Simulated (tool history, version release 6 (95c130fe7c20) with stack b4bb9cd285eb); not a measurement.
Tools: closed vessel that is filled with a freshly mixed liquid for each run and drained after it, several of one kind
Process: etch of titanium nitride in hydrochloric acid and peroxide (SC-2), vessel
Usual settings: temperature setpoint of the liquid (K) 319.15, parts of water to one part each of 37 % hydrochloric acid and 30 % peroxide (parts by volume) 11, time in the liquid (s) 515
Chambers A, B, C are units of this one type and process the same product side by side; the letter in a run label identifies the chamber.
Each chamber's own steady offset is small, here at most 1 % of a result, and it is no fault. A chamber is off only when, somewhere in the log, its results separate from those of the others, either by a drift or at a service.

run	day	temperature setpoint of the liquid (K)	parts of water to one part each of 37 % hydrochloric acid and 30 % peroxide (parts by volume)	time in the liquid (s)	hours since the thermometer was replaced	hours since the chemicals flow meter was replaced	hours since the drum of peroxide was connected	read-back film thickness of the titanium nitride reference wafer, read on the same gauge (nm)	thickness taken off the titanium nitride on a monitor wafer (nm)
1A	0.271	319.15	11	515	820.3	2066.2	334.8	59.97	11.529
2B	0.671	319.15	11	515	1100.3	227.4	164.2	59.992	11.563
3C	0.883	319.15	11	515	582.5	707.7	639.9	60.001	11.554
4A	1.129	319.15	11	515	840.9	2086.8	355.4	60.039	11.543
5B	1.354	319.15	11	515	1116.7	243.8	180.6	59.998	11.625
6C	1.675	319.15	11	515	601.5	726.7	658.9	59.993	11.583
7C	1.871	319.15	11	515	606.2	731.4	663.6	60.004	11.506
8A	2.096	319.15	11	515	864.1	2110	378.6	59.993	11.58
9B	2.512	319.15	11	515	1144.5	271.6	208.4	59.994	11.387
10C	2.871	319.15	11	515	630.2	755.4	687.6	59.965	11.418
11A	3.125	319.15	11	515	888.8	2134.7	403.3	60.008	11.636
12B	3.325	319.15	11	515	1164	291.1	227.9	59.994	11.462
13C	3.575	319.15	11	515	647.1	772.3	704.5	59.989	11.432
14A	3.775	319.15	11	320	904.4	2150.3	418.9	60.007	7.1991
15B	4.15	319.15	11	320	1183.8	310.9	247.7	59.987	7.0755
16A	4.475	319.15	11	320	921.2	2167.1	435.7	59.982	7.1146
17C	4.675	319.15	11	515	673.5	798.7	730.9	60.023	11.408
18B	5.071	319.15	11	515	1205.9	333	269.8	60.014	11.389
19C	5.3	319.15	11	515	688.5	813.7	745.9	60.012	11.348
20A	5.638	319.15	11	515	949.1	2195	463.6	60	11.7
21B	5.838	319.15	11	515	1224.3	351.4	288.2	60.015	11.451
22B	6.167	319.15	11	515	1232.2	359.3	296.1	60.01	11.284
23C	6.454	319.15	11	515	716.2	841.4	773.6	60.015	11.67
24A	6.888	319.15	11	515	979.1	2225	493.6	60.008	11.607
25A	7.158	319.15	11	515	985.6	2231.5	500.1	60.009	11.518
26B	7.371	319.15	11	515	1261.1	388.2	325	59.977	11.36
27C	7.75	319.15	11	515	747.3	872.5	804.7	60.02	11.54
28C	8.133	319.15	11	515	756.5	881.7	813.9	59.981	11.652
29A	8.525	319.15	11	515	1018.4	2264.3	532.9	60.009	11.734
30B	8.75	319.15	11	820	1294.2	421.3	358.1	59.999	17.709
31B	9.125	319.15	11	820	1303.2	430.3	367.1	60.027	17.776
32C	9.558	319.15	11	820	790.7	915.9	848.1	59.982	18.472
33A	9.746	319.15	11	515	1047.7	2293.6	562.2	60.046	11.448
34B	10.042	319.15	11	515	1325.2	452.3	389.1	59.999	10.913
35C	10.312	319.15	11	515	808.8	934	866.2	60.01	11.719
36A	10.688	319.15	11	515	1070.3	2316.2	584.8	59.989	11.535
37B	11.104	319.15	11	515	1350.7	477.8	414.6	60.037	10.95
38A	11.467	319.15	11	515	1089	2334.9	603.5	59.996	11.63
# day 11.762: chamber A: chemicals flow meter replaced
39C	11.771	319.15	11	515	843.8	969	901.2	60.023	11.549
40A	12.15	314.65	14	515	1105.4	9.4	619.9	59.981	6.8114
41C	12.396	314.65	14	515	858.8	984	916.2	60.007	6.8665
42B	12.792	314.65	14	515	1391.2	518.3	455.1	60.033	6.4418
43B	13.138	319.15	11	515	1399.5	526.6	463.4	59.993	11.053

All 3 chambers run these settings next. Forecast each chamber's results:
44A	13.446	314.65	11	515					?
44B	13.446	314.65	11	515					?
44C	13.446	314.65	11	515					?

run	thickness taken off the titanium nitride on a monitor wafer (nm)
44A	8.485
44B	7.8571
44C	8.3696

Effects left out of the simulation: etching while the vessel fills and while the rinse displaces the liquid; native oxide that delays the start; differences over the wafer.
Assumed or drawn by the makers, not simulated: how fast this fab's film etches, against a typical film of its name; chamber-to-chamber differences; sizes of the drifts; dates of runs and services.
